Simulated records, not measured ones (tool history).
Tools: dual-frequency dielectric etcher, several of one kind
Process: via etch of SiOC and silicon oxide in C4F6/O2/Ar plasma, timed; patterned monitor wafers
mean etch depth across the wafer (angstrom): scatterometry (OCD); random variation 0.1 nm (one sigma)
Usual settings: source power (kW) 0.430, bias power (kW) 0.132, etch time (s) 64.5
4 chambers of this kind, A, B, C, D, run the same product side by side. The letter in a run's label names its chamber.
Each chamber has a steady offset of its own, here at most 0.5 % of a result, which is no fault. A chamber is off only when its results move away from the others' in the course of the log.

run    day  source power (kW)  bias power (kW)  etch time (s)  hours since the last wet clean  hours since the last source power generator calibration  hours since the last bias power generator calibration  read-back reference wafer on the same gauge, depth_nm  mean etch depth across the wafer (angstrom)
 1A  0.175              0.430            0.132           64.5                           131.6                                                   4271.8                                                 2077.9                                                 55.897                                       676.56
 2D  0.296              0.430            0.132           64.5                           114.9                                                    201.4                                                 3232.6                                                 55.898                                       679.20
     0.429  -- chamber B: wet clean of the chamber
 3B  0.533              0.430            0.132           64.5                             2.6                                                   2838.6                                                 1452.6                                                 55.866                                       681.89
 4C  0.796              0.430            0.132           64.5                           492.2                                                   2844.9                                                 1262.5                                                 55.853                                       678.12
 5B  0.962              0.430            0.132           64.5                            12.9                                                   2848.9                                                 1462.9                                                 55.876                                       680.75
 6D  1.138              0.430            0.132           64.5                           135.1                                                    221.6                                                 3252.8                                                 55.844                                       679.31
 7C  1.388              0.430            0.132           64.5                           506.4                                                   2859.1                                                 1276.7                                                 55.852                                       676.27
 8A  1.642              0.430            0.132           64.5                           166.8                                                   4307.0                                                 2113.1                                                 55.824                                       676.79
 9A  1.804              0.430            0.132           64.5                           170.7                                                   4310.9                                                 2117.0                                                 55.819                                       679.29
10C  2.004              0.430            0.132           64.5                           521.2                                                   2873.9                                                 1291.5                                                 55.820                                       676.63
11D  2.229              0.430            0.132           64.5                           161.3                                                    247.8                                                 3279.0                                                 55.809                                       676.56
12B  2.438              0.430            0.132           64.5                            48.3                                                   2884.3                                                 1498.3                                                 55.785                                       679.29
     2.521  -- chamber C: wet clean of the chamber
13C  2.617              0.430            0.159           64.5                             2.3                                                   2888.6                                                 1306.2                                                 55.781                                       716.22
14B  2.771              0.430            0.159           64.5                            56.3                                                   2892.3                                                 1506.3                                                 55.752                                       719.68
15D  3.021              0.430            0.159           64.5                           180.3                                                    266.8                                                 3298.0                                                 55.775                                       716.62
16A  3.175              0.430            0.159           64.5                           203.6                                                   4343.8                                                 2149.9                                                 55.790                                       716.82
17B  3.354              0.430            0.132           64.5                            70.3                                                   2906.3                                                 1520.3                                                 55.760                                       680.72
18C  3.588              0.340            0.101           64.5                            25.6                                                   2911.9                                                 1329.5                                                 55.754                                       570.47
19D  3.779              0.340            0.101           64.5                           198.5                                                    285.0                                                 3316.2                                                 55.721                                       573.62
     3.875  -- chamber B: bias power generator calibrated
20A  3.912              0.340            0.101           64.5                           221.3                                                   4361.5                                                 2167.6                                                 55.761                                       569.56
21D  4.125              0.340            0.101           64.5                           206.8                                                    293.3                                                 3324.5                                                 55.732                                       572.34
22A  4.292              0.430            0.132           64.5                           230.4                                                   4370.6                                                 2176.7                                                 55.718                                       675.86
23C  4.446              0.430            0.132           64.5                            46.2                                                   2932.5                                                 1350.1                                                 55.705                                       675.68
24B  4.708              0.430            0.132           64.5                           102.8                                                   2938.8                                                   20.1                                                 55.703                                       676.94
25C  4.825              0.430            0.132           64.5                            55.3                                                   2941.6                                                 1359.2                                                 55.701                                       674.90
26A  5.038              0.430            0.132           64.5                           248.3                                                   4388.5                                                 2194.6                                                 55.689                                       675.55
27B  5.288              0.430            0.132           64.5                           116.7                                                   2952.7                                                   34.0                                                 55.671                                       677.53
28D  5.446              0.430            0.132           64.5                           238.5                                                    325.0                                                 3356.2                                                 55.668                                       678.47
29D  5.667              0.430            0.132           79.0                           243.8                                                    330.3                                                 3361.5                                                 55.655                                       830.06
30A  5.879              0.430            0.132           79.0                           268.5                                                   4408.7                                                 2214.8                                                 55.657                                       827.75
31C  6.146              0.430            0.132           79.0                            87.0                                                   2973.3                                                 1390.9                                                 55.630                                       823.65
32B  6.375              0.430            0.132           79.0                           142.8                                                   2978.8                                                   60.1                                                 55.631                                       828.40
33A  6.525              0.430            0.115           64.5                           284.0                                                   4424.2                                                 2230.3                                                 55.609                                       645.55
34B  6.717              0.430            0.115           64.5                           151.0                                                   2987.0                                                   68.3                                                 55.602                                       649.34
35D  6.967              0.430            0.115           64.5                           275.0                                                    361.5                                                 3392.7                                                 55.605                                       649.71
36C  7.229              0.430            0.115           64.5                           113.0                                                   2999.3                                                 1416.9                                                 55.591                                       646.76
37B  7.404              0.390            0.146           64.5                           167.5                                                   3003.5                                                   84.8                                                 55.578                                       672.38
38C  7.646              0.390            0.146           64.5                           123.0                                                   3009.3                                                 1426.9                                                 55.572                                       669.70
39A  7.788              0.390            0.146           64.5                           314.3                                                   4454.5                                                 2260.6                                                 55.566                                       667.23

All 4 chambers run these settings next. Forecast each chamber's results:
40A  7.983              0.430            0.151           64.5                                                                                                                                                                                                                                                   ?
40B  7.983              0.430            0.151           64.5                                                                                                                                                                                                                                                   ?
40C  7.983              0.430            0.151           64.5                                                                                                                                                                                                                                                   ?
40D  7.983              0.430            0.151           64.5                                                                                                                                                                                                                                                   ?

run  mean etch depth across the wafer (angstrom)
40A                                       702.69
40B                                       705.09
40C                                       700.22
40D                                       704.58

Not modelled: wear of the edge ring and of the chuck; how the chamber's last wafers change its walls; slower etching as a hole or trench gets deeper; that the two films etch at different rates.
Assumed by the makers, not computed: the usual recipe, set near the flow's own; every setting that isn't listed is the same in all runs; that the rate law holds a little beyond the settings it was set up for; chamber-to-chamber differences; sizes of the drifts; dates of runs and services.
